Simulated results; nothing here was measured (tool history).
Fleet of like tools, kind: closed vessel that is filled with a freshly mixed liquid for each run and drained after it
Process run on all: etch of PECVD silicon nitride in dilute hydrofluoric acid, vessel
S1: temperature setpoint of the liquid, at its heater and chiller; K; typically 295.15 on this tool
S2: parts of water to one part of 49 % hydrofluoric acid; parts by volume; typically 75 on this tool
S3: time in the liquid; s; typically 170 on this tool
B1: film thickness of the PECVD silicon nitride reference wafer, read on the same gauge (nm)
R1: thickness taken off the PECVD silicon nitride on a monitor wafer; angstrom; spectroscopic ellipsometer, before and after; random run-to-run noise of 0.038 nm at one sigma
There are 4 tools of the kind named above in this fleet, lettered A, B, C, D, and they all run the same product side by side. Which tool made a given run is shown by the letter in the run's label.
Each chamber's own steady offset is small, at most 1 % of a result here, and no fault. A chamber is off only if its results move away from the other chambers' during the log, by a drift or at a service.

| run | hour | S1 | S2 | S3 | B1 | R1 |
|---|---|---|---|---|---|---|
| 1B | 3.6 | 295.15 | 75 | 170 | 119.99 | 70.083 |
| 2D | 7.7 | 295.15 | 75 | 170 | 120.01 | 70.76 |
| 3A | 12.8 | 295.15 | 75 | 170 | 119.98 | 69.921 |
| 4C | 15.6 | 295.15 | 75 | 170 | 120 | 70.461 |
| 5C | 21.6 | 295.15 | 75 | 170 | 119.99 | 70.863 |
| 6B | 26.8 | 295.15 | 75 | 170 | 120.02 | 69.387 |
| 7A | 32 | 295.15 | 75 | 170 | 119.98 | 69.641 |
| 8D | 35.5 | 295.15 | 75 | 170 | 120 | 70.123 |
| 9B | 41.7 | 295.15 | 75 | 170 | 120.01 | 69.518 |
| 10A | 46 | 295.15 | 75 | 170 | 120.02 | 70.769 |
| 11C | 51.8 | 295.15 | 75 | 170 | 120 | 69.86 |
| 12D | 56.3 | 295.15 | 75 | 170 | 120 | 71.367 |
| 13C | 59.6 | 295.15 | 75 | 170 | 119.99 | 70.332 |
| 14B | 62.5 | 295.15 | 75 | 170 | 119.98 | 70.232 |
| 15D | 68.4 | 295.15 | 75 | 170 | 119.99 | 70.099 |
| 16A | 73.5 | 295.15 | 75 | 170 | 120 | 70.336 |
| 17B | 76.5 | 295.15 | 75 | 170 | 119.99 | 70.161 |
| 18D | 81.2 | 295.15 | 75 | 170 | 120.01 | 70.238 |
| 19C | 84.3 | 295.15 | 75 | 170 | 120 | 70.719 |
|  | 86.6 | chamber D: hydrofluoric acid flow meter replaced |
| 20A | 87 | 297.15 | 75 | 170 | 120.01 | 80.486 |
| 21A | 92.2 | 297.15 | 75 | 170 | 120 | 80.7 |
| 22D | 96.2 | 297.15 | 75 | 170 | 120 | 80.301 |
| 23C | 99.8 | 297.15 | 75 | 170 | 120.04 | 80.692 |
| 24B | 103 | 295.15 | 75 | 170 | 120.01 | 71.658 |
| 25C | 106 | 295.15 | 75 | 170 | 120 | 70.237 |
| 26B | 111.1 | 295.15 | 75 | 170 | 120.02 | 71.307 |
|  | 113.8 | chamber B: hydrofluoric acid flow meter replaced |
| 27D | 115.8 | 295.15 | 75 | 170 | 120 | 69.742 |
| 28A | 121.2 | 295.15 | 75 | 170 | 120 | 69.618 |
| 29A | 125.5 | 295.15 | 75 | 170 | 120.02 | 70.164 |
| 30B | 129.2 | 295.15 | 75 | 170 | 120 | 71.689 |
| 31D | 135.3 | 295.15 | 75 | 170 | 119.98 | 69.954 |
| 32C | 139.4 | 295.15 | 75 | 170 | 120.01 | 70.35 |
| 33D | 142.5 | 295.15 | 75 | 170 | 119.99 | 70.079 |
| 34B | 147.9 | 295.15 | 75 | 170 | 119.98 | 71.943 |
| 35C | 150.7 | 291.15 | 75 | 170 | 120 | 53.817 |
| 36A | 155.9 | 291.15 | 75 | 170 | 119.99 | 53.298 |
| 37B | 160.1 | 291.15 | 75 | 170 | 120 | 55.844 |

Is one chamber off against the others, does the gauge drift, or is nothing wrong? If a chamber is off, say which, and what the likeliest cause is.

One chamber, B, drifts off from the rest bit by bit.
Most likely cause: liquid hotter than its thermometer reads (K) = 0.585.

Here are 4 candidates for chamber B's next run, each the usual settings with a change, their results left as question marks. Which one brings its results back in line with what the others give on the usual settings?
In line means no further than this from the other chambers' mean on the usual settings: R1 1.4 angstrom
| 38B-1 | 164.6 | 295.15 | 70 | 170 |  | ? |
| 38B-2 | 164.6 | 295.15 | 80 | 170 |  | ? |
| 38B-3 | 164.6 | 295.65 | 75 | 170 |  | ? |
| 38B-4 | 164.6 | 294.65 | 75 | 170 |  | ? |

Mean of the other chambers on the usual settings: R1 70.255 angstrom
| run | R1 |
|---|---|
| 38B-1 | 77.128 |
| 38B-2 | 67.727 |
| 38B-3 | 74.537 |
| 38B-4 | 69.727 |
38B-4 brings the chamber back in line.
